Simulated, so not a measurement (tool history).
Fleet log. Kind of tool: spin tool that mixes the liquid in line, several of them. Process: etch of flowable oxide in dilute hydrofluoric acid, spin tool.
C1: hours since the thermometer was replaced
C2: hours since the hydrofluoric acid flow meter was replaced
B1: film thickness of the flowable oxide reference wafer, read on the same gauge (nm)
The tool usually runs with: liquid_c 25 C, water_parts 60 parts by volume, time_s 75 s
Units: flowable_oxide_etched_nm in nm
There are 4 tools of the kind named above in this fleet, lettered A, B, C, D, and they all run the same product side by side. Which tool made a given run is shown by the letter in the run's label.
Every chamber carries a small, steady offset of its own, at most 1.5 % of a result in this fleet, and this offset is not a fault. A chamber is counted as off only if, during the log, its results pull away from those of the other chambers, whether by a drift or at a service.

run 1D hour=7.9 | liquid_c=25 water_parts=60 time_s=75 | C1=708.2 C2=618.1 | B1=130.02 | flowable_oxide_etched_nm=39.995
run 2C hour=21.7 | liquid_c=25 water_parts=60 time_s=75 | C1=155 C2=637 | B1=130.01 | flowable_oxide_etched_nm=39.622
-- hour=30.3 chamber B: hydrofluoric acid flow meter replaced
run 3A hour=35.2 | liquid_c=25 water_parts=60 time_s=75 | C1=214.8 C2=1791.1 | B1=129.96 | flowable_oxide_etched_nm=39.189
run 4B hour=49.8 | liquid_c=25 water_parts=60 time_s=75 | C1=1131.4 C2=19.5 | B1=130.03 | flowable_oxide_etched_nm=39.389
run 5B hour=59 | liquid_c=25 water_parts=60 time_s=75 | C1=1140.6 C2=28.7 | B1=129.97 | flowable_oxide_etched_nm=39.328
-- hour=69 chamber D: thermometer replaced
run 6C hour=73.4 | liquid_c=25 water_parts=60 time_s=75 | C1=206.7 C2=688.7 | B1=129.99 | flowable_oxide_etched_nm=39.058
run 7D hour=84.3 | liquid_c=25 water_parts=40 time_s=75 | C1=15.3 C2=694.5 | B1=129.98 | flowable_oxide_etched_nm=60.159
run 8A hour=90.8 | liquid_c=25 water_parts=40 time_s=75 | C1=270.4 C2=1846.7 | B1=129.99 | flowable_oxide_etched_nm=60.93
run 9B hour=105.5 | liquid_c=25 water_parts=40 time_s=75 | C1=1187.1 C2=75.2 | B1=129.96 | flowable_oxide_etched_nm=61.775
run 10D hour=112.9 | liquid_c=25 water_parts=40 time_s=75 | C1=43.9 C2=723.1 | B1=130.02 | flowable_oxide_etched_nm=60.934
run 11A hour=125.8 | liquid_c=25 water_parts=60 time_s=75 | C1=305.4 C2=1881.7 | B1=129.99 | flowable_oxide_etched_nm=39.416
run 12C hour=133.3 | liquid_c=25 water_parts=60 time_s=75 | C1=266.6 C2=748.6 | B1=130 | flowable_oxide_etched_nm=39.033
run 13C hour=142.6 | liquid_c=25 water_parts=60 time_s=75 | C1=275.9 C2=757.9 | B1=130.01 | flowable_oxide_etched_nm=39.661
run 14B hour=153.4 | liquid_c=25 water_parts=60 time_s=75 | C1=1235 C2=123.1 | B1=130.02 | flowable_oxide_etched_nm=39.816
-- hour=153.5 chamber A: hydrofluoric acid flow meter replaced
run 15D hour=160.4 | liquid_c=25 water_parts=60 time_s=75 | C1=91.4 C2=770.6 | B1=130.02 | flowable_oxide_etched_nm=39.339
run 16A hour=167.1 | liquid_c=25 water_parts=80 time_s=75 | C1=346.7 C2=13.7 | B1=129.99 | flowable_oxide_etched_nm=29.092
run 17A hour=178.7 | liquid_c=25 water_parts=80 time_s=75 | C1=358.3 C2=25.3 | B1=129.97 | flowable_oxide_etched_nm=28.982
run 18B hour=191.8 | liquid_c=25 water_parts=80 time_s=75 | C1=1273.4 C2=161.5 | B1=130.04 | flowable_oxide_etched_nm=28.792
run 19D hour=201 | liquid_c=25 water_parts=80 time_s=75 | C1=132 C2=811.2 | B1=130 | flowable_oxide_etched_nm=29.149
run 20C hour=215.3 | liquid_c=25 water_parts=60 time_s=75 | C1=348.6 C2=830.6 | B1=129.95 | flowable_oxide_etched_nm=39.279
run 21D hour=223.5 | liquid_c=25 water_parts=40 time_s=95 | C1=154.5 C2=833.7 | B1=130.01 | flowable_oxide_etched_nm=77.216
run 22A hour=232 | liquid_c=25 water_parts=40 time_s=95 | C1=411.6 C2=78.6 | B1=129.98 | flowable_oxide_etched_nm=76.723
run 23B hour=241.6 | liquid_c=25 water_parts=40 time_s=95 | C1=1323.2 C2=211.3 | B1=129.98 | flowable_oxide_etched_nm=76.281
run 24C hour=256 | liquid_c=25 water_parts=40 time_s=95 | C1=389.3 C2=871.3 | B1=129.97 | flowable_oxide_etched_nm=76.033
run 25C hour=264.1 | liquid_c=25 water_parts=60 time_s=75 | C1=397.4 C2=879.4 | B1=129.99 | flowable_oxide_etched_nm=39.858
run 26A hour=271 | liquid_c=25 water_parts=60 time_s=75 | C1=450.6 C2=117.6 | B1=130.01 | flowable_oxide_etched_nm=39.284
run 27B hour=280.3 | liquid_c=25 water_parts=60 time_s=75 | C1=1361.9 C2=250 | B1=130 | flowable_oxide_etched_nm=40.065
run 28D hour=287.9 | liquid_c=25 water_parts=60 time_s=75 | C1=218.9 C2=898.1 | B1=130.03 | flowable_oxide_etched_nm=39.72
run 29A hour=302.4 | liquid_c=25 water_parts=60 time_s=75 | C1=482 C2=149 | B1=130 | flowable_oxide_etched_nm=39.157
run 30B hour=310.1 | liquid_c=25 water_parts=60 time_s=75 | C1=1391.7 C2=279.8 | B1=130 | flowable_oxide_etched_nm=39.642
run 31D hour=322.3 | liquid_c=25 water_parts=60 time_s=75 | C1=253.3 C2=932.5 | B1=130 | flowable_oxide_etched_nm=39.788
run 32C hour=335.2 | liquid_c=25 water_parts=60 time_s=75 | C1=468.5 C2=950.5 | B1=129.98 | flowable_oxide_etched_nm=39.64
run 33C hour=344.8 | liquid_c=25 water_parts=60 time_s=75 | C1=478.1 C2=960.1 | B1=130 | flowable_oxide_etched_nm=39.198
run 34D hour=352.7 | liquid_c=25 water_parts=60 time_s=75 | C1=283.7 C2=962.9 | B1=129.99 | flowable_oxide_etched_nm=39.698

Each of the 4 chambers runs these same settings next. Fill in every chamber's results:
run 35A hour=363.3 | liquid_c=25 water_parts=70 time_s=75 | flowable_oxide_etched_nm=?
run 35B hour=363.3 | liquid_c=25 water_parts=70 time_s=75 | flowable_oxide_etched_nm=?
run 35C hour=363.3 | liquid_c=25 water_parts=70 time_s=75 | flowable_oxide_etched_nm=?
run 35D hour=363.3 | liquid_c=25 water_parts=70 time_s=75 | flowable_oxide_etched_nm=?

run=35A flowable_oxide_etched_nm=33.546
run=35B flowable_oxide_etched_nm=33.513
run=35C flowable_oxide_etched_nm=33.155
run=35D flowable_oxide_etched_nm=33.36
